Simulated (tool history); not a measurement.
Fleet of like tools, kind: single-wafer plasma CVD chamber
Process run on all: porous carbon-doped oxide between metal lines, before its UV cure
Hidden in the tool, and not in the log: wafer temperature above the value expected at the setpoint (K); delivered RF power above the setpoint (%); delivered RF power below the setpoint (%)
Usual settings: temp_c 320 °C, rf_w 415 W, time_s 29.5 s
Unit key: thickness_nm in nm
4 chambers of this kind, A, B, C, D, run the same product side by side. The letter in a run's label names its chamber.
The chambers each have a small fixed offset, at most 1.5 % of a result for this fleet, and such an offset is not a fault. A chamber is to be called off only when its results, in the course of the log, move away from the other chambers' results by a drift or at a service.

| run | hour | temp_c | rf_w | time_s | hours since the last thermocouple change | hours since the last RF generator calibration | read-back reference wafer on the same gauge, thickness_nm | thickness_nm |
|---|---|---|---|---|---|---|---|---|
| 1B | 7.9 | 320 | 415 | 29.5 | 829.3 | 523.1 | 147.05 | 124.05 |
| 2D | 22.2 | 320 | 415 | 29.5 | 505.1 | 1633.9 | 146.91 | 125.94 |
| 3C | 31.2 | 320 | 415 | 29.5 | 1736.7 | 889.4 | 146.96 | 123.48 |
| 4A | 42.5 | 320 | 415 | 29.5 | 1652.7 | 269.9 | 146.89 | 124.51 |
| 5B | 53.7 | 320 | 490 | 25.8 | 875.1 | 568.9 | 146.94 | 122.99 |
| 6C | 68.4 | 320 | 490 | 25.8 | 1773.9 | 926.6 | 146.87 | 122.26 |
| 7A | 78.3 | 320 | 490 | 25.8 | 1688.5 | 305.7 | 146.85 | 122.97 |
| 8D | 87.2 | 320 | 490 | 25.8 | 570.1 | 1698.9 | 146.81 | 124.94 |
| 9A | 102.2 | 320 | 415 | 29.5 | 1712.4 | 329.6 | 146.75 | 124.36 |
| 10D | 112.9 | 320 | 415 | 29.5 | 595.8 | 1724.6 | 146.68 | 125.81 |
| 11B | 122.9 | 320 | 415 | 29.5 | 944.3 | 638.1 | 146.70 | 123.97 |
| 12C | 132.2 | 320 | 415 | 24.7 | 1837.7 | 990.4 | 146.72 | 104.13 |
| 13B | 144.0 | 320 | 415 | 24.7 | 965.4 | 659.2 | 146.68 | 104.33 |
| 14D | 154.5 | 320 | 415 | 24.7 | 637.4 | 1766.2 | 146.58 | 105.65 |
| 15A | 169.3 | 320 | 415 | 24.7 | 1779.5 | 396.7 | 146.53 | 104.50 |
| 16C | 183.0 | 320 | 415 | 29.5 | 1888.5 | 1041.2 | 146.54 | 123.31 |
| 17B | 194.3 | 320 | 415 | 29.5 | 1015.7 | 709.5 | 146.52 | 123.78 |
| 18C | 202.2 | 320 | 415 | 29.5 | 1907.7 | 1060.4 | 146.49 | 123.10 |
| 19A | 212.5 | 320 | 415 | 29.5 | 1822.7 | 439.9 | 146.47 | 123.80 |
| 20D | 226.5 | 320 | 415 | 29.5 | 709.4 | 1838.2 | 146.43 | 125.41 |
| 21A | 239.4 | 328 | 415 | 29.5 | 1849.6 | 466.8 | 146.39 | 118.99 |
| 22B | 252.2 | 328 | 415 | 29.5 | 1073.6 | 767.4 | 146.31 | 118.95 |
| 23D | 261.8 | 328 | 415 | 29.5 | 744.7 | 1873.5 | 146.28 | 120.80 |
| 24C | 275.6 | 328 | 415 | 29.5 | 1981.1 | 1133.8 | 146.28 | 118.06 |
| 25A | 286.3 | 320 | 415 | 29.5 | 1896.5 | 513.7 | 146.27 | 124.03 |
| 26D | 298.1 | 320 | 415 | 29.5 | 781.0 | 1909.8 | 146.28 | 125.49 |
| 27B | 311.7 | 320 | 415 | 29.5 | 1133.1 | 826.9 | 146.20 | 123.39 |

Decide between three cases: one chamber stands off from its peers, the gauge reading all wafers drifts, or nothing is wrong past each chamber's small offset. Where a chamber is off, say which and what most likely put it there.

No chamber is off; the gauge reading every chamber's wafers drifts, which makes the whole fleet appear to move together.
Likeliest cause: gauge reads low (%) = 0.56.
